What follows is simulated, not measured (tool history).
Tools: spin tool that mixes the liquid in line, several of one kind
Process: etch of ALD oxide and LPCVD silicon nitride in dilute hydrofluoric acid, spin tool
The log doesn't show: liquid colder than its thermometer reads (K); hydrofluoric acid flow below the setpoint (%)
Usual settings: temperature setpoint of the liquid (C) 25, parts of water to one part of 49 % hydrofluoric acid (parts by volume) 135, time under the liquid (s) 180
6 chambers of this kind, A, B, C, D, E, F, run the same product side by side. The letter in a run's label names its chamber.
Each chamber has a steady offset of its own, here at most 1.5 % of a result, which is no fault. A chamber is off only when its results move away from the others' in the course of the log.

run   hour  temperature setpoint of the liquid (C)  parts of water to one part of 49 % hydrofluoric acid (parts by volume)  time under the liquid (s)  hours since the thermometer was replaced  hours since the hydrofluoric acid flow meter was replaced  read-back film thickness of the ALD oxide reference wafer, read on the same gauge (nm)  read-back film thickness of the LPCVD silicon nitride reference wafer, read on the same gauge (nm)  thickness taken off the ALD oxide on a monitor wafer (angstrom)  thickness taken off the LPCVD silicon nitride on a monitor wafer (angstrom)
 1C    4.9                                      25                                                                     135                        180                                     612.5                                                      873.5                                                                                  140.01                                                                                              30.011                                                           289.16                                                                       7.1581
 2A    9.5                                      25                                                                     135                        180                                     505.2                                                     1861.9                                                                                  140.01                                                                                              29.965                                                           293.62                                                                       6.6532
 3B   12.6                                      25                                                                     135                        180                                     113.1                                                      920.2                                                                                  139.99                                                                                              30.042                                                           293.44                                                                        7.721
 4D   17.2                                      25                                                                     135                        180                                     672.2                                                      301.9                                                                                  139.99                                                                                              30.009                                                           297.24                                                                        7.577
 5F   19.5                                      25                                                                     135                        180                                     209.8                                                        488                                                                                  139.99                                                                                              29.991                                                           287.38                                                                         7.16
 6E   24.4                                      25                                                                     135                        180                                     991.2                                                     1290.8                                                                                  139.99                                                                                              30.003                                                           288.74                                                                       7.6169
 7F   27.2                                      25                                                                     135                        180                                     217.5                                                      495.7                                                                                  140.01                                                                                              30.007                                                           287.72                                                                       7.6195
 8B   29.9                                      25                                                                     135                        180                                     130.4                                                      937.5                                                                                     140                                                                                              29.991                                                            293.3                                                                       7.7529
 9A   33.6                                      25                                                                     135                        180                                     529.3                                                       1886                                                                                     140                                                                                              30.054                                                           293.21                                                                       7.1452
10C   36.7                                      25                                                                     135                        180                                     644.3                                                      905.3                                                                                  139.99                                                                                              29.982                                                           291.49                                                                       7.2703
11E   41.5                                      25                                                                     175                        180                                    1008.3                                                     1307.9                                                                                  139.99                                                                                                  30                                                           214.68                                                                        5.044
12D   43.8                                      25                                                                     175                        180                                     698.8                                                      328.5                                                                                     140                                                                                              30.003                                                           216.68                                                                       5.3522
13D   48.9                                      25                                                                     175                        180                                     703.9                                                      333.6                                                                                  139.97                                                                                              29.986                                                           216.91                                                                       5.7662
14A   51.9                                      25                                                                     175                        180                                     547.6                                                     1904.3                                                                                     140                                                                                              29.999                                                            215.4                                                                       5.3444
15E   54.2                                      25                                                                     175                        180                                      1021                                                     1320.6                                                                                  140.01                                                                                              29.983                                                           214.89                                                                       5.4083
16F   56.6                                      25                                                                     175                        180                                     246.9                                                      525.1                                                                                  139.98                                                                                              29.977                                                           212.45                                                                        5.724
17C   58.9                                      30                                                                     100                        180                                     666.5                                                      927.5                                                                                  140.03                                                                                              30.009                                                           494.05                                                                       12.751
18B     64                                      30                                                                     100                        180                                     164.5                                                      971.6                                                                                  139.99                                                                                              30.004                                                           493.75                                                                       13.691
19B   67.3                                      30                                                                     100                        180                                     167.8                                                      974.9                                                                                  140.01                                                                                              29.994                                                           494.94                                                                       13.259
20A   70.2                                      30                                                                     100                        180                                     565.9                                                     1922.6                                                                                  140.01                                                                                              30.031                                                           495.47                                                                       13.273
21D   72.4                                      30                                                                     100                        180                                     727.4                                                      357.1                                                                                     140                                                                                              30.013                                                           499.54                                                                       14.092
22E   75.7                                      30                                                                     100                        180                                    1042.5                                                     1342.1                                                                                  139.97                                                                                              29.983                                                           499.67                                                                       14.169
23C   79.8                                      25                                                                     135                        180                                     687.4                                                      948.4                                                                                  140.02                                                                                              29.979                                                           290.89                                                                       7.4929
24F     82                                      25                                                                     185                        240                                     272.3                                                      550.5                                                                                     140                                                                                              29.987                                                           267.59                                                                       6.7724
25B   85.3                                      25                                                                     185                        240                                     185.8                                                      992.9                                                                                  140.01                                                                                              30.043                                                           270.07                                                                       7.0943
26E   89.7                                      25                                                                     185                        240                                    1056.5                                                     1356.1                                                                                  139.99                                                                                              30.005                                                           268.04                                                                       7.2907
27A   92.4                                      25                                                                     185                        240                                     588.1                                                     1944.8                                                                                  139.99                                                                                               30.01                                                           271.47                                                                       6.6977
28F   94.8                                      25                                                                     185                        240                                     285.1                                                      563.3                                                                                     140                                                                                              30.022                                                           263.42                                                                       7.2514
29D   99.8                                      25                                                                     185                        240                                     754.8                                                      384.5                                                                                  140.01                                                                                              29.974                                                           271.06                                                                       7.0172
30C  102.7                                      25                                                                     135                        180                                     710.3                                                      971.3                                                                                  139.98                                                                                              30.026                                                           291.64                                                                       7.3658
31B    107                                      25                                                                     135                        180                                     207.5                                                     1014.6                                                                                     140                                                                                              29.976                                                           290.45                                                                       7.2683
32F  111.8                                      25                                                                     135                        180                                     302.1                                                      580.3                                                                                  139.99                                                                                              29.981                                                           286.47                                                                        7.394
33E    116                                    20.5                                                                     135                         85                                    1082.8                                                     1382.4                                                                                  139.98                                                                                                  30                                                           114.93                                                                        2.692
34D  118.3                                    20.5                                                                     135                         85                                     773.3                                                        403                                                                                     140                                                                                              29.993                                                           115.73                                                                       2.4355
35C  122.6                                    20.5                                                                     135                         85                                     730.2                                                      991.2                                                                                  139.99                                                                                              30.016                                                           114.28                                                                       2.5719
36A  127.3                                    20.5                                                                     135                         85                                       623                                                     1979.7                                                                                  140.02                                                                                               29.99                                                           115.67                                                                       2.6479
37B    131                                    20.5                                                                     135                         85                                     231.5                                                     1038.6                                                                                     140                                                                                              29.982                                                            115.9                                                                       2.5077
38D  133.6                                    20.5                                                                     135                         85                                     788.6                                                      418.3                                                                                  139.99                                                                                              30.009                                                           116.04                                                                       2.4869
39F  136.4                                      25                                                                     135                        180                                     326.7                                                      604.9                                                                                  139.99                                                                                               29.99                                                           287.63                                                                       6.9206
40E  139.9                                      25                                                                     135                        180                                    1106.7                                                     1406.3                                                                                     140                                                                                               29.97                                                           290.19                                                                       7.3213
41C  144.9                                      25                                                                     135                        180                                     752.5                                                     1013.5                                                                                     140                                                                                              29.964                                                           292.34                                                                       7.5181
42A  148.8                                      25                                                                     135                        180                                     644.5                                                     2001.2                                                                                  139.98                                                                                              30.031                                                           291.23                                                                       6.8722
43E  152.5                                      25                                                                     135                        180                                    1119.3                                                     1418.9                                                                                  140.02                                                                                              30.032                                                           292.05                                                                       6.6372

All 6 chambers run these settings next. Forecast each chamber's results:
44A  156.3                                      25                                                                     135                        180                                                                                                                                                                                                                                                                                                                                                                 ?                                                                            ?
44B  156.3                                      25                                                                     135                        180                                                                                                                                                                                                                                                                                                                                                                 ?                                                                            ?
44C  156.3                                      25                                                                     135                        180                                                                                                                                                                                                                                                                                                                                                                 ?                                                                            ?
44D  156.3                                      25                                                                     135                        180                                                                                                                                                                                                                                                                                                                                                                 ?                                                                            ?
44E  156.3                                      25                                                                     135                        180                                                                                                                                                                                                                                                                                                                                                                 ?                                                                            ?
44F  156.3                                      25                                                                     135                        180                                                                                                                                                                                                                                                                                                                                                                 ?                                                                            ?

run  thickness taken off the ALD oxide on a monitor wafer (angstrom)  thickness taken off the LPCVD silicon nitride on a monitor wafer (angstrom)
44A                                                           293.72                                                                       7.2345
44B                                                           293.74                                                                       7.3976
44C                                                           289.64                                                                       7.1537
44D                                                           296.24                                                                       6.7973
44E                                                           290.91                                                                        7.214
44F                                                            287.8                                                                       7.3778
